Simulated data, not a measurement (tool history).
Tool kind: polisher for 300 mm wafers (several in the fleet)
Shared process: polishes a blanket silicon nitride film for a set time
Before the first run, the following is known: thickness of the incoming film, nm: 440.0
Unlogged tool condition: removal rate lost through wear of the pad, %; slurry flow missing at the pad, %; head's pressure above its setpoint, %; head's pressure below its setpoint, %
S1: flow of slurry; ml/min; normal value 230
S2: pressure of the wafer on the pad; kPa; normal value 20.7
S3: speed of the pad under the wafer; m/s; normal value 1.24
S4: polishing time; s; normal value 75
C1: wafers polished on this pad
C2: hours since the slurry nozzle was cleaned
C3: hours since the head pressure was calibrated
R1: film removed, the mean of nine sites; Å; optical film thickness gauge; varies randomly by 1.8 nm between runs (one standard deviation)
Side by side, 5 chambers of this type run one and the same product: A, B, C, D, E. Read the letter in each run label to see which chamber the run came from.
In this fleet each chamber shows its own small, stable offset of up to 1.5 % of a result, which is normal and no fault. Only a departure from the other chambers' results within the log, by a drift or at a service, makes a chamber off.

run	day	S1	S2	S3	S4	C1	C2	C3	R1
1A	0.304	230	20.7	1.24	75	454	240.5	327.3	1518.7
2C	0.475	230	20.7	1.24	75	850	213.5	17.7	1528.1
3D	0.658	230	20.7	1.24	75	971	393.6	453.0	1532.9
# day 0.750: chamber D: worn pad replaced by a new one
4B	1.008	230	20.7	1.24	75	391	329.1	102.4	1497.3
5E	1.288	230	20.7	1.24	75	840	539.2	469.5	1491.1
# day 1.550: chamber A: worn pad replaced by a new one
6E	1.562	230	20.7	1.24	75	928	545.8	476.1	1506.0
7A	1.746	230	20.7	1.24	75	63	275.1	361.9	1502.0
# day 1.821: chamber C: worn pad replaced by a new one
8D	1.946	230	26.2	1.24	75	382	424.5	483.9	1892.6
9B	2.246	230	26.2	1.24	75	786	358.8	132.1	1861.3
# day 2.279: chamber B: worn pad replaced by a new one
# day 2.354: chamber E: worn pad replaced by a new one
10C	2.483	230	26.2	1.24	75	212	261.7	65.9	1929.9
11A	2.671	230	26.2	1.24	75	358	297.3	384.1	1899.4
12B	2.888	230	26.2	1.24	75	194	374.2	147.5	1924.2
13D	3.096	230	20.7	1.24	75	749	452.1	511.5	1530.1
14E	3.262	230	20.7	1.24	75	290	586.6	516.9	1463.2
# day 3.362: chamber D: worn pad replaced by a new one
15C	3.529	230	20.7	1.24	75	546	286.8	91.0	1517.6
16E	3.808	230	20.7	1.24	75	464	599.7	530.0	1513.0
# day 4.008: chamber B: slurry nozzle cleaned
# day 4.108: chamber A: worn pad replaced by a new one
17A	4.171	230	20.7	1.24	75	20	333.3	420.1	1500.3
18B	4.446	230	15.2	1.24	75	692	10.5	184.9	1114.6
# day 4.650: chamber C: slurry nozzle cleaned
19D	4.796	230	15.2	1.24	75	457	492.9	552.3	1077.7
# day 4.867: chamber E: slurry nozzle cleaned
20C	5.092	230	15.2	1.24	75	1044	10.7	128.5	1113.4
21B	5.325	230	15.2	1.24	75	972	31.6	206.0	1115.9
# day 5.358: chamber B: worn pad replaced by a new one
# day 5.575: chamber E: worn pad replaced by a new one
22D	5.654	230	15.2	1.24	75	731	513.5	572.9	1078.7
# day 5.788: chamber C: worn pad replaced by a new one
23E	5.975	230	20.7	1.24	75	128	26.7	582.0	1496.8
24A	6.175	230	20.7	1.24	75	660	381.4	468.2	1503.0
# day 6.342: chamber A: head pressure recalibrated
25C	6.462	230	20.7	1.24	75	216	43.6	161.4	1516.0
# day 6.512: chamber D: worn pad replaced by a new one
26E	6.679	230	20.7	1.24	75	352	43.6	598.9	1532.1
# day 6.792: chamber A: worn pad replaced by a new one
27B	6.933	230	20.7	1.24	75	503	70.2	244.6	1486.8
28C	7.104	230	20.7	1.24	75	420	59.0	176.8	1505.1
29A	7.279	230	20.7	1.24	75	156	407.9	22.6	1500.8
30D	7.621	230	20.7	1.24	75	354	560.7	620.1	1417.1
# day 7.938: chamber B: worn pad replaced by a new one
31D	7.971	230	20.7	1.24	75	466	569.1	628.5	1431.0
32B	8.254	230	20.7	1.24	75	101	101.9	276.3	1504.4
33C	8.600	230	20.7	1.24	75	898	94.9	212.7	1498.6
34E	8.883	230	20.7	1.62	56	1056	96.5	651.8	1380.7
35A	9.175	230	20.7	1.62	56	761	453.4	68.1	1405.8
# day 9.300: chamber E: worn pad replaced by a new one
36E	9.354	230	20.7	1.62	56	18	107.8	663.1	1383.5

Is one chamber out of step, is the gauge drifting, or do the chambers differ by no more than their own small offsets? For an off chamber, give its letter and the likeliest cause.

Little by little, chamber D moves away from the other chambers.
Cause: head's pressure below its setpoint, % = 7.29.
The log may not separate it from: slurry flow missing at the pad, %.

Chamber D could run next with any of the 4 candidate recipes listed below; each alters the usual settings, and their results appear as question marks. Which one brings its results back in line with what the other chambers deliver on the usual settings?
In line here means within this much of the mean the other chambers give on the usual settings: R1 63.0 Å
37D-1	9.612	230	21.4	1.26	77				?
37D-2	9.612	230	20.7	1.46	75				?
37D-3	9.612	230	20.7	1.16	69				?
37D-4	9.612	230	19.3	1.24	75				?

Other chambers, usual settings, mean: R1 1504.6 Å
run	R1
37D-1	1515.7
37D-2	1605.9
37D-3	1232.0
37D-4	1318.8
37D-1 is the one that brings the chamber's results back in line with the other chambers.

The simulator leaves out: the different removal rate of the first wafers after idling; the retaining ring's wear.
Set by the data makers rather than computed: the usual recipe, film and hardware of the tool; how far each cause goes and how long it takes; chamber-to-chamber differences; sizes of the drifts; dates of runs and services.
